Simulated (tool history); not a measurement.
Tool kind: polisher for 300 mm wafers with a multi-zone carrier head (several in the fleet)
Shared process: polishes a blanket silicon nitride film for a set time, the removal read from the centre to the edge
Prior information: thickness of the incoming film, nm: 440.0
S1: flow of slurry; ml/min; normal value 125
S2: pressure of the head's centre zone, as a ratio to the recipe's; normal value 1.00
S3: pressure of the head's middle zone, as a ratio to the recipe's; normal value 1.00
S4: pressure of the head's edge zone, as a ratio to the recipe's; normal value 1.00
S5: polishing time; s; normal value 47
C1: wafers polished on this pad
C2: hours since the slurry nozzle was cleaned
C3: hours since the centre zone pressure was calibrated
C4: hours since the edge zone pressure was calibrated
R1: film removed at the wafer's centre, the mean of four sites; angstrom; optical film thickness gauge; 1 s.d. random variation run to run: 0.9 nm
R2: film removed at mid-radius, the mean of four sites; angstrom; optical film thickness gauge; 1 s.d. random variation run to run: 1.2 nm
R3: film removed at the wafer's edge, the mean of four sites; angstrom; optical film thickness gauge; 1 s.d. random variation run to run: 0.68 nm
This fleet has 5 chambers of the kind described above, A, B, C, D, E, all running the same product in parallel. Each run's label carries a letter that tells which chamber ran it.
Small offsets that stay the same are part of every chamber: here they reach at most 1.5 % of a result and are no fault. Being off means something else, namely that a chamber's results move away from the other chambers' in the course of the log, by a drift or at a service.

| run | hour | S1 | S2 | S3 | S4 | S5 | C1 | C2 | C3 | C4 | R1 | R2 | R3 |
|---|---|---|---|---|---|---|---|---|---|---|---|---|---|
| 1D | 2.4 | 125 | 1.00 | 1.00 | 1.00 | 47 | 46 | 251.9 | 54.0 | 866.2 | 922.37 | 907.02 | 899.55 |
| 2C | 6.9 | 125 | 1.00 | 1.00 | 1.00 | 47 | 215 | 276.1 | 557.2 | 318.6 | 912.17 | 911.98 | 910.60 |
| 3A | 11.1 | 125 | 1.00 | 1.00 | 1.00 | 47 | 744 | 131.2 | 430.5 | 98.0 | 917.92 | 874.53 | 900.38 |
|  | 11.3 | chamber E: worn pad replaced by a new one |
| 4E | 15.0 | 125 | 1.00 | 1.00 | 1.00 | 47 | 28 | 185.5 | 846.4 | 127.1 | 907.10 | 910.11 | 904.80 |
| 5B | 19.7 | 125 | 1.00 | 1.00 | 1.00 | 47 | 607 | 204.1 | 484.4 | 523.9 | 907.79 | 903.39 | 916.36 |
| 6A | 23.8 | 125 | 1.00 | 1.00 | 1.00 | 47 | 842 | 143.9 | 443.2 | 110.7 | 920.79 | 909.29 | 900.95 |
| 7E | 28.3 | 125 | 1.00 | 1.00 | 1.00 | 47 | 131 | 198.8 | 859.7 | 140.4 | 905.07 | 893.99 | 923.23 |
| 8C | 30.9 | 125 | 1.00 | 1.00 | 1.00 | 47 | 399 | 300.1 | 581.2 | 342.6 | 888.08 | 927.59 | 904.75 |
| 9B | 33.7 | 125 | 1.00 | 1.00 | 1.00 | 47 | 715 | 218.1 | 498.4 | 537.9 | 908.04 | 915.41 | 900.27 |
| 10D | 37.1 | 125 | 1.00 | 1.00 | 1.00 | 47 | 312 | 286.6 | 88.7 | 900.9 | 896.85 | 897.88 | 909.07 |
| 11C | 40.1 | 125 | 1.00 | 1.00 | 1.00 | 47 | 470 | 309.3 | 590.4 | 351.8 | 913.76 | 897.75 | 900.02 |
| 12A | 43.6 | 125 | 1.00 | 1.00 | 1.00 | 47 | 993 | 163.7 | 463.0 | 130.5 | 904.00 | 895.90 | 896.69 |
| 13B | 47.9 | 125 | 1.00 | 1.00 | 1.00 | 47 | 824 | 232.3 | 512.6 | 552.1 | 880.27 | 887.07 | 908.41 |
|  | 48.3 | chamber A: worn pad replaced by a new one |
| 14D | 52.3 | 125 | 1.00 | 1.00 | 1.00 | 47 | 429 | 301.8 | 103.9 | 916.1 | 915.86 | 919.75 | 909.42 |
| 15E | 56.8 | 125 | 1.00 | 0.89 | 1.00 | 47 | 349 | 227.3 | 888.2 | 168.9 | 885.44 | 801.91 | 917.14 |
| 16B | 59.6 | 125 | 1.00 | 0.89 | 1.00 | 47 | 913 | 244.0 | 524.3 | 563.8 | 885.58 | 787.53 | 898.00 |
| 17D | 62.5 | 125 | 1.00 | 0.89 | 1.00 | 47 | 507 | 312.0 | 114.1 | 926.3 | 914.04 | 816.94 | 899.04 |
|  | 64.2 | chamber C: worn pad replaced by a new one |
| 18C | 66.3 | 125 | 1.00 | 0.89 | 1.00 | 47 | 16 | 335.5 | 616.6 | 378.0 | 911.37 | 810.41 | 908.58 |
| 19A | 69.0 | 125 | 1.00 | 0.89 | 1.00 | 47 | 159 | 189.1 | 488.4 | 155.9 | 899.06 | 794.94 | 902.62 |
| 20E | 72.9 | 125 | 1.00 | 1.00 | 1.00 | 47 | 473 | 243.4 | 904.3 | 185.0 | 892.91 | 900.21 | 903.65 |
| 21B | 75.8 | 105 | 1.05 | 1.00 | 1.00 | 47 | 1038 | 260.2 | 540.5 | 580.0 | 870.31 | 833.55 | 837.71 |
| 22A | 79.2 | 105 | 1.05 | 1.00 | 1.00 | 47 | 237 | 199.3 | 498.6 | 166.1 | 903.57 | 870.69 | 888.13 |
| 23E | 81.5 | 105 | 1.05 | 1.00 | 1.00 | 47 | 539 | 252.0 | 912.9 | 193.6 | 922.98 | 858.43 | 898.21 |
| 24C | 85.8 | 105 | 1.05 | 1.00 | 1.00 | 47 | 166 | 355.0 | 636.1 | 397.5 | 900.09 | 886.61 | 883.40 |
|  | 86.3 | chamber E: worn pad replaced by a new one |
| 25D | 90.1 | 105 | 1.05 | 1.00 | 1.00 | 47 | 719 | 339.6 | 141.7 | 953.9 | 917.84 | 872.56 | 878.29 |
| 26C | 94.9 | 125 | 1.00 | 1.00 | 1.00 | 47 | 235 | 364.1 | 645.2 | 406.6 | 897.63 | 900.25 | 919.73 |
| 27E | 99.7 | 125 | 1.00 | 1.00 | 0.89 | 47 | 103 | 270.2 | 931.1 | 211.8 | 891.61 | 911.74 | 868.82 |
| 28B | 103.7 | 125 | 1.00 | 1.00 | 0.89 | 47 | 1252 | 288.1 | 568.4 | 607.9 | 841.80 | 839.15 | 797.00 |
| 29D | 108.6 | 125 | 1.00 | 1.00 | 0.89 | 47 | 861 | 358.1 | 160.2 | 972.4 | 913.92 | 901.40 | 851.78 |
| 30A | 111.1 | 125 | 1.00 | 1.00 | 0.89 | 47 | 482 | 231.2 | 530.5 | 198.0 | 900.72 | 884.62 | 848.93 |
| 31B | 115.2 | 125 | 1.00 | 1.00 | 0.89 | 47 | 1340 | 299.6 | 579.9 | 619.4 | 839.21 | 839.12 | 787.86 |
| 32D | 118.9 | 125 | 1.00 | 1.00 | 1.00 | 47 | 940 | 368.4 | 170.5 | 982.7 | 920.01 | 916.96 | 907.45 |

Each of the 5 chambers runs these same settings next. Fill in every chamber's results:
| 33A | 122.7 | 125 | 1.00 | 1.00 | 1.00 | 47 |  |  |  |  | ? | ? | ? |
| 33B | 122.7 | 125 | 1.00 | 1.00 | 1.00 | 47 |  |  |  |  | ? | ? | ? |
| 33C | 122.7 | 125 | 1.00 | 1.00 | 1.00 | 47 |  |  |  |  | ? | ? | ? |
| 33D | 122.7 | 125 | 1.00 | 1.00 | 1.00 | 47 |  |  |  |  | ? | ? | ? |
| 33E | 122.7 | 125 | 1.00 | 1.00 | 1.00 | 47 |  |  |  |  | ? | ? | ? |

| run | R1 | R2 | R3 |
|---|---|---|---|
| 33A | 928.47 | 889.04 | 905.27 |
| 33B | 837.63 | 834.59 | 831.12 |
| 33C | 912.79 | 893.03 | 914.26 |
| 33D | 895.15 | 923.13 | 908.93 |
| 33E | 913.04 | 910.52 | 916.57 |
